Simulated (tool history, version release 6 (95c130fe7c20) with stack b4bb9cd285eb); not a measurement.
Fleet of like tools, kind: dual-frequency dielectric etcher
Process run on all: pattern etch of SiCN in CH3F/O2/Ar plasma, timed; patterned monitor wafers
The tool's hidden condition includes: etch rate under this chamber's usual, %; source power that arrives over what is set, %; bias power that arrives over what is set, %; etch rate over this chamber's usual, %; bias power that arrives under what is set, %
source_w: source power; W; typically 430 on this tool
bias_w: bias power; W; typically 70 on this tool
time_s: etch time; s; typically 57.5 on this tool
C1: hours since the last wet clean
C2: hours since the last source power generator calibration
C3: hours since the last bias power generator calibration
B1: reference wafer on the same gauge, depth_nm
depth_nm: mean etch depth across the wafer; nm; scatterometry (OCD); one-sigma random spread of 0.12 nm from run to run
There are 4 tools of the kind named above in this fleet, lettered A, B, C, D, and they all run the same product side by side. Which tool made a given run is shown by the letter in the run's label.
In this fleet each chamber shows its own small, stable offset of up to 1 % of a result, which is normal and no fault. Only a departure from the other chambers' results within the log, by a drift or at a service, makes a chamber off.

{"run": "1C", "hour": 8.0, "source_w": 430, "bias_w": 70, "time_s": 57.5, "C1": 342.6, "C2": 584.3, "C3": 1261.6, "B1": 18.814, "depth_nm": 21.91}
{"run": "2A", "hour": 15.0, "source_w": 430, "bias_w": 70, "time_s": 57.5, "C1": 283.4, "C2": 574.2, "C3": 2459.7, "B1": 18.815, "depth_nm": 21.81}
{"run": "3D", "hour": 20.7, "source_w": 430, "bias_w": 70, "time_s": 57.5, "C1": 182.1, "C2": 2567.4, "C3": 2268.9, "B1": 18.791, "depth_nm": 22.12}
{"run": "4B", "hour": 25.2, "source_w": 430, "bias_w": 70, "time_s": 57.5, "C1": 546.7, "C2": 760.5, "C3": 221.7, "B1": 18.796, "depth_nm": 21.935}
{"hour": 29.0, "done": "chamber B: wet clean of the chamber"}
{"run": "5B", "hour": 33.8, "source_w": 430, "bias_w": 70, "time_s": 57.5, "C1": 4.8, "C2": 769.1, "C3": 230.3, "B1": 18.793, "depth_nm": 21.831}
{"run": "6D", "hour": 41.3, "source_w": 430, "bias_w": 70, "time_s": 57.5, "C1": 202.7, "C2": 2588.0, "C3": 2289.5, "B1": 18.813, "depth_nm": 22.016}
{"run": "7C", "hour": 50.1, "source_w": 430, "bias_w": 70, "time_s": 57.5, "C1": 384.7, "C2": 626.4, "C3": 1303.7, "B1": 18.791, "depth_nm": 21.9}
{"run": "8A", "hour": 55.9, "source_w": 430, "bias_w": 70, "time_s": 57.5, "C1": 324.3, "C2": 615.1, "C3": 2500.6, "B1": 18.803, "depth_nm": 21.92}
{"run": "9D", "hour": 65.8, "source_w": 430, "bias_w": 70, "time_s": 57.5, "C1": 227.2, "C2": 2612.5, "C3": 2314.0, "B1": 18.778, "depth_nm": 21.99}
{"run": "10B", "hour": 74.2, "source_w": 430, "bias_w": 70, "time_s": 57.5, "C1": 45.2, "C2": 809.5, "C3": 270.7, "B1": 18.8, "depth_nm": 21.988}
{"run": "11C", "hour": 82.6, "source_w": 430, "bias_w": 70, "time_s": 57.5, "C1": 417.2, "C2": 658.9, "C3": 1336.2, "B1": 18.807, "depth_nm": 21.708}
{"run": "12A", "hour": 91.2, "source_w": 430, "bias_w": 70, "time_s": 57.5, "C1": 359.6, "C2": 650.4, "C3": 2535.9, "B1": 18.813, "depth_nm": 22.035}
{"run": "13A", "hour": 97.3, "source_w": 430, "bias_w": 70, "time_s": 57.5, "C1": 365.7, "C2": 656.5, "C3": 2542.0, "B1": 18.824, "depth_nm": 22.206}
{"run": "14C", "hour": 107.5, "source_w": 430, "bias_w": 57, "time_s": 64.5, "C1": 442.1, "C2": 683.8, "C3": 1361.1, "B1": 18.78, "depth_nm": 22.845}
{"run": "15B", "hour": 115.0, "source_w": 430, "bias_w": 57, "time_s": 64.5, "C1": 86.0, "C2": 850.3, "C3": 311.5, "B1": 18.815, "depth_nm": 22.798}
{"run": "16D", "hour": 123.6, "source_w": 430, "bias_w": 57, "time_s": 64.5, "C1": 285.0, "C2": 2670.3, "C3": 2371.8, "B1": 18.8, "depth_nm": 23.198}
{"run": "17B", "hour": 133.8, "source_w": 430, "bias_w": 57, "time_s": 64.5, "C1": 104.8, "C2": 869.1, "C3": 330.3, "B1": 18.784, "depth_nm": 22.644}
{"run": "18A", "hour": 140.6, "source_w": 430, "bias_w": 70, "time_s": 57.5, "C1": 409.0, "C2": 699.8, "C3": 2585.3, "B1": 18.809, "depth_nm": 22.133}
{"run": "19D", "hour": 150.3, "source_w": 500, "bias_w": 54, "time_s": 57.5, "C1": 311.7, "C2": 2697.0, "C3": 2398.5, "B1": 18.824, "depth_nm": 21.599}
{"hour": 156.2, "done": "chamber A: wet clean of the chamber"}
{"run": "20C", "hour": 159.2, "source_w": 500, "bias_w": 54, "time_s": 57.5, "C1": 493.8, "C2": 735.5, "C3": 1412.8, "B1": 18.811, "depth_nm": 21.236}
{"run": "21A", "hour": 166.5, "source_w": 500, "bias_w": 54, "time_s": 57.5, "C1": 10.3, "C2": 725.7, "C3": 2611.2, "B1": 18.773, "depth_nm": 21.423}
{"run": "22C", "hour": 171.1, "source_w": 500, "bias_w": 54, "time_s": 57.5, "C1": 505.7, "C2": 747.4, "C3": 1424.7, "B1": 18.787, "depth_nm": 21.399}
{"run": "23D", "hour": 178.1, "source_w": 390, "bias_w": 61, "time_s": 57.5, "C1": 339.5, "C2": 2724.8, "C3": 2426.3, "B1": 18.802, "depth_nm": 20.337}
{"run": "24B", "hour": 187.4, "source_w": 390, "bias_w": 61, "time_s": 57.5, "C1": 158.4, "C2": 922.7, "C3": 383.9, "B1": 18.789, "depth_nm": 20.094}

Has any chamber moved away from the others, gradually or after a service, or does the common gauge drift, or do the chambers differ only by their own small steady offsets? State the chamber and the most likely cause if one applies.

No chamber is off and the gauge is stable; the differences are just each chamber's small, constant offset.
